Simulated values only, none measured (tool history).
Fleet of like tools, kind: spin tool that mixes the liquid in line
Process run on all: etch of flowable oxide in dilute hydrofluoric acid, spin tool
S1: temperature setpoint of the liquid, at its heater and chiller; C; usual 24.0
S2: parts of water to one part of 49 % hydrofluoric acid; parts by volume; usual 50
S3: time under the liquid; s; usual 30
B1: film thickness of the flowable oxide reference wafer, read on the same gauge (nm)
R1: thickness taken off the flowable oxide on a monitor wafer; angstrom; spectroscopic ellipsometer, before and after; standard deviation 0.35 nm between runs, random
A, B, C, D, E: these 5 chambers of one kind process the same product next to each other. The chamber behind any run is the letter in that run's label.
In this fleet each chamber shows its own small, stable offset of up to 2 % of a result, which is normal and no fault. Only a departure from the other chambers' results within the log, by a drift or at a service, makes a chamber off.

run 1E hour=4.5 | S1=24.0 S2=50 S3=30 | B1=139.97 | R1=440.83
run 2B hour=11.4 | S1=24.0 S2=50 S3=30 | B1=139.95 | R1=447.42
run 3D hour=18.8 | S1=24.0 S2=50 S3=30 | B1=140.02 | R1=436.59
run 4C hour=23.5 | S1=24.0 S2=50 S3=30 | B1=140.01 | R1=432.72
run 5A hour=27.5 | S1=24.0 S2=50 S3=30 | B1=140.01 | R1=442.21
run 6A hour=32.9 | S1=24.0 S2=50 S3=30 | B1=139.99 | R1=444.22
run 7B hour=38.4 | S1=24.0 S2=50 S3=30 | B1=140.01 | R1=445.06
run 8D hour=44.9 | S1=24.0 S2=50 S3=30 | B1=139.97 | R1=430.47
run 9E hour=52.8 | S1=24.0 S2=50 S3=30 | B1=140.03 | R1=442.92
run 10C hour=58.7 | S1=24.0 S2=50 S3=30 | B1=140.00 | R1=441.00
run 11B hour=62.6 | S1=24.0 S2=50 S3=30 | B1=139.97 | R1=440.54
run 12A hour=70.3 | S1=21.0 S2=40 S3=30 | B1=140.02 | R1=492.50
run 13D hour=74.7 | S1=21.0 S2=40 S3=30 | B1=140.00 | R1=478.46
run 14E hour=79.6 | S1=21.0 S2=40 S3=30 | B1=140.01 | R1=491.13
-- hour=80.8 chamber E: hydrofluoric acid flow meter replaced
run 15C hour=86.8 | S1=21.0 S2=40 S3=30 | B1=139.99 | R1=483.56
run 16C hour=94.8 | S1=21.0 S2=40 S3=30 | B1=140.01 | R1=477.21
run 17A hour=99.9 | S1=24.0 S2=50 S3=30 | B1=139.97 | R1=444.02
run 18B hour=105.5 | S1=24.0 S2=50 S3=30 | B1=139.99 | R1=443.97
run 19E hour=112.6 | S1=24.0 S2=50 S3=30 | B1=140.00 | R1=440.27
run 20D hour=118.5 | S1=24.0 S2=50 S3=30 | B1=139.99 | R1=431.78
run 21C hour=126.9 | S1=24.0 S2=50 S3=30 | B1=140.01 | R1=425.67
run 22E hour=132.8 | S1=24.0 S2=50 S3=30 | B1=139.98 | R1=443.11
run 23D hour=140.7 | S1=24.0 S2=50 S3=30 | B1=139.98 | R1=432.43
run 24A hour=148.6 | S1=24.0 S2=50 S3=30 | B1=140.00 | R1=438.64
run 25B hour=153.2 | S1=24.0 S2=50 S3=30 | B1=140.02 | R1=448.42
run 26E hour=159.4 | S1=24.0 S2=50 S3=30 | B1=139.99 | R1=444.33
run 27A hour=163.4 | S1=24.0 S2=50 S3=30 | B1=140.01 | R1=444.26
run 28C hour=171.8 | S1=24.0 S2=50 S3=30 | B1=139.94 | R1=406.23
run 29D hour=176.5 | S1=24.0 S2=50 S3=30 | B1=140.01 | R1=429.51
run 30B hour=183.0 | S1=24.0 S2=70 S3=30 | B1=139.96 | R1=299.97
run 31B hour=189.3 | S1=24.0 S2=70 S3=30 | B1=140.01 | R1=309.40
run 32E hour=196.9 | S1=24.0 S2=70 S3=30 | B1=139.97 | R1=310.97

Each of the 5 chambers runs these same settings next. Fill in every chamber's results:
run 33A hour=203.0 | S1=20.5 S2=50 S3=30 | R1=?
run 33B hour=203.0 | S1=20.5 S2=50 S3=30 | R1=?
run 33C hour=203.0 | S1=20.5 S2=50 S3=30 | R1=?
run 33D hour=203.0 | S1=20.5 S2=50 S3=30 | R1=?
run 33E hour=203.0 | S1=20.5 S2=50 S3=30 | R1=?

run=33A R1=380.09
run=33B R1=380.94
run=33C R1=345.90
run=33D R1=367.92
run=33E R1=389.67
